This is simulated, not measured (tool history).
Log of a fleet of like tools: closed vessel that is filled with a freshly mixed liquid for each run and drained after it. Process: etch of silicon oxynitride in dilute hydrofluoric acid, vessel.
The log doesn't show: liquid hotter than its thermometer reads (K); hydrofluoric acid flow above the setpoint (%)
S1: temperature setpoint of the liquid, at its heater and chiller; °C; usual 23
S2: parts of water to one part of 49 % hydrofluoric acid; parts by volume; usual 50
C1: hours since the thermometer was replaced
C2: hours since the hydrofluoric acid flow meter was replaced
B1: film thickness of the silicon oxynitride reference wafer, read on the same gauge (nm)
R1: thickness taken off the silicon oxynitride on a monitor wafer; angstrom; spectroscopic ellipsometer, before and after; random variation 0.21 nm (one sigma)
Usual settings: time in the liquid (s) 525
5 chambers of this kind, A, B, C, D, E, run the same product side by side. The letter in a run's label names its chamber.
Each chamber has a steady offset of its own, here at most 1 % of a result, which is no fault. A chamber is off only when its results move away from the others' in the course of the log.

{"run": "1A", "hour": 7.5, "S1": 23, "S2": 50, "time in the liquid (s)": 525, "C1": 850.2, "C2": 406, "B1": 60.008, "R1": 453.07}
{"hour": 11.4, "done": "chamber C: hydrofluoric acid flow meter replaced"}
{"run": "2D", "hour": 14.1, "S1": 23, "S2": 50, "time in the liquid (s)": 525, "C1": 950.4, "C2": 1410.3, "B1": 59.974, "R1": 453.46}
{"run": "3C", "hour": 24.3, "S1": 23, "S2": 50, "time in the liquid (s)": 525, "C1": 824.5, "C2": 13, "B1": 59.98, "R1": 447.37}
{"run": "4B", "hour": 34.9, "S1": 23, "S2": 50, "time in the liquid (s)": 525, "C1": 317, "C2": 1689.9, "B1": 59.967, "R1": 449.04}
{"run": "5E", "hour": 43.9, "S1": 23, "S2": 50, "time in the liquid (s)": 525, "C1": 801, "C2": 497.3, "B1": 59.95, "R1": 448.95}
{"run": "6C", "hour": 50.3, "S1": 23, "S2": 50, "time in the liquid (s)": 525, "C1": 850.5, "C2": 39, "B1": 59.984, "R1": 446.91}
{"run": "7B", "hour": 61.1, "S1": 23, "S2": 40, "time in the liquid (s)": 410, "C1": 343.2, "C2": 1716.1, "B1": 59.995, "R1": 446.94}
{"run": "8D", "hour": 70.0, "S1": 23, "S2": 40, "time in the liquid (s)": 410, "C1": 1006.3, "C2": 1466.2, "B1": 60.017, "R1": 441.72}
{"run": "9A", "hour": 75.1, "S1": 23, "S2": 40, "time in the liquid (s)": 410, "C1": 917.8, "C2": 473.6, "B1": 60, "R1": 443.76}
{"run": "10E", "hour": 85.1, "S1": 23, "S2": 40, "time in the liquid (s)": 410, "C1": 842.2, "C2": 538.5, "B1": 60.026, "R1": 442.05}
{"run": "11C", "hour": 93.4, "S1": 23, "S2": 40, "time in the liquid (s)": 410, "C1": 893.6, "C2": 82.1, "B1": 60.036, "R1": 441.34}
{"run": "12D", "hour": 100.7, "S1": 23, "S2": 50, "time in the liquid (s)": 525, "C1": 1037, "C2": 1496.9, "B1": 60.033, "R1": 450.09}
{"run": "13E", "hour": 109.4, "S1": 23, "S2": 50, "time in the liquid (s)": 525, "C1": 866.5, "C2": 562.8, "B1": 59.989, "R1": 445.98}
{"run": "14A", "hour": 116.7, "S1": 23, "S2": 50, "time in the liquid (s)": 525, "C1": 959.4, "C2": 515.2, "B1": 59.977, "R1": 450.84}
{"run": "15B", "hour": 126.6, "S1": 23, "S2": 50, "time in the liquid (s)": 525, "C1": 408.7, "C2": 1781.6, "B1": 59.972, "R1": 456.94}
{"hour": 131.9, "done": "chamber E: hydrofluoric acid flow meter replaced"}
{"run": "16C", "hour": 138.5, "S1": 23, "S2": 50, "time in the liquid (s)": 525, "C1": 938.7, "C2": 127.2, "B1": 59.988, "R1": 442.44}
{"run": "17B", "hour": 145.5, "S1": 23, "S2": 50, "time in the liquid (s)": 525, "C1": 427.6, "C2": 1800.5, "B1": 59.988, "R1": 458.33}
{"run": "18A", "hour": 150.7, "S1": 23, "S2": 30, "time in the liquid (s)": 425, "C1": 993.4, "C2": 549.2, "B1": 60.016, "R1": 606.18}
{"run": "19E", "hour": 159.5, "S1": 23, "S2": 30, "time in the liquid (s)": 425, "C1": 916.6, "C2": 27.7, "B1": 60.007, "R1": 616.21}
{"run": "20D", "hour": 164.7, "S1": 23, "S2": 30, "time in the liquid (s)": 425, "C1": 1101, "C2": 1560.9, "B1": 59.998, "R1": 613.18}
{"run": "21A", "hour": 171.3, "S1": 23, "S2": 30, "time in the liquid (s)": 425, "C1": 1014, "C2": 569.8, "B1": 59.999, "R1": 608.39}
{"run": "22C", "hour": 181.1, "S1": 23, "S2": 30, "time in the liquid (s)": 425, "C1": 981.3, "C2": 169.8, "B1": 59.995, "R1": 611.64}
{"run": "23E", "hour": 190.2, "S1": 23, "S2": 50, "time in the liquid (s)": 525, "C1": 947.3, "C2": 58.4, "B1": 60.01, "R1": 448.55}
{"run": "24B", "hour": 199.8, "S1": 23, "S2": 50, "time in the liquid (s)": 525, "C1": 481.9, "C2": 1854.8, "B1": 60.021, "R1": 465.69}
{"run": "25D", "hour": 205.0, "S1": 23, "S2": 50, "time in the liquid (s)": 525, "C1": 1141.3, "C2": 1601.2, "B1": 60.012, "R1": 449.51}
{"run": "26D", "hour": 211.7, "S1": 23, "S2": 50, "time in the liquid (s)": 525, "C1": 1148, "C2": 1607.9, "B1": 59.953, "R1": 448.74}
{"hour": 215.7, "done": "chamber A: hydrofluoric acid flow meter replaced"}
{"run": "27C", "hour": 222.5, "S1": 23, "S2": 50, "time in the liquid (s)": 525, "C1": 1022.7, "C2": 211.2, "B1": 60.002, "R1": 449.35}
{"run": "28E", "hour": 231.6, "S1": 23, "S2": 50, "time in the liquid (s)": 525, "C1": 988.7, "C2": 99.8, "B1": 59.989, "R1": 448.04}
{"run": "29A", "hour": 238.4, "S1": 23, "S2": 50, "time in the liquid (s)": 525, "C1": 1081.1, "C2": 22.8, "B1": 60.018, "R1": 448.87}
{"run": "30B", "hour": 247.5, "S1": 23, "S2": 50, "time in the liquid (s)": 525, "C1": 529.6, "C2": 1902.5, "B1": 60.004, "R1": 465.93}
{"run": "31C", "hour": 255.0, "S1": 23, "S2": 50, "time in the liquid (s)": 525, "C1": 1055.2, "C2": 243.7, "B1": 60.006, "R1": 442.92}
{"run": "32B", "hour": 266.2, "S1": 23, "S2": 50, "time in the liquid (s)": 525, "C1": 548.3, "C2": 1921.2, "B1": 59.985, "R1": 470.62}

Next, every chamber runs the same settings. What will each give?
{"run": "33A", "hour": 274.8, "S1": 23, "S2": 40, "time in the liquid (s)": 525, "R1": "?"}
{"run": "33B", "hour": 274.8, "S1": 23, "S2": 40, "time in the liquid (s)": 525, "R1": "?"}
{"run": "33C", "hour": 274.8, "S1": 23, "S2": 40, "time in the liquid (s)": 525, "R1": "?"}
{"run": "33D", "hour": 274.8, "S1": 23, "S2": 40, "time in the liquid (s)": 525, "R1": "?"}
{"run": "33E", "hour": 274.8, "S1": 23, "S2": 40, "time in the liquid (s)": 525, "R1": "?"}

run=33A R1=566.2
run=33B R1=597.59
run=33C R1=561.94
run=33D R1=564.23
run=33E R1=560.71
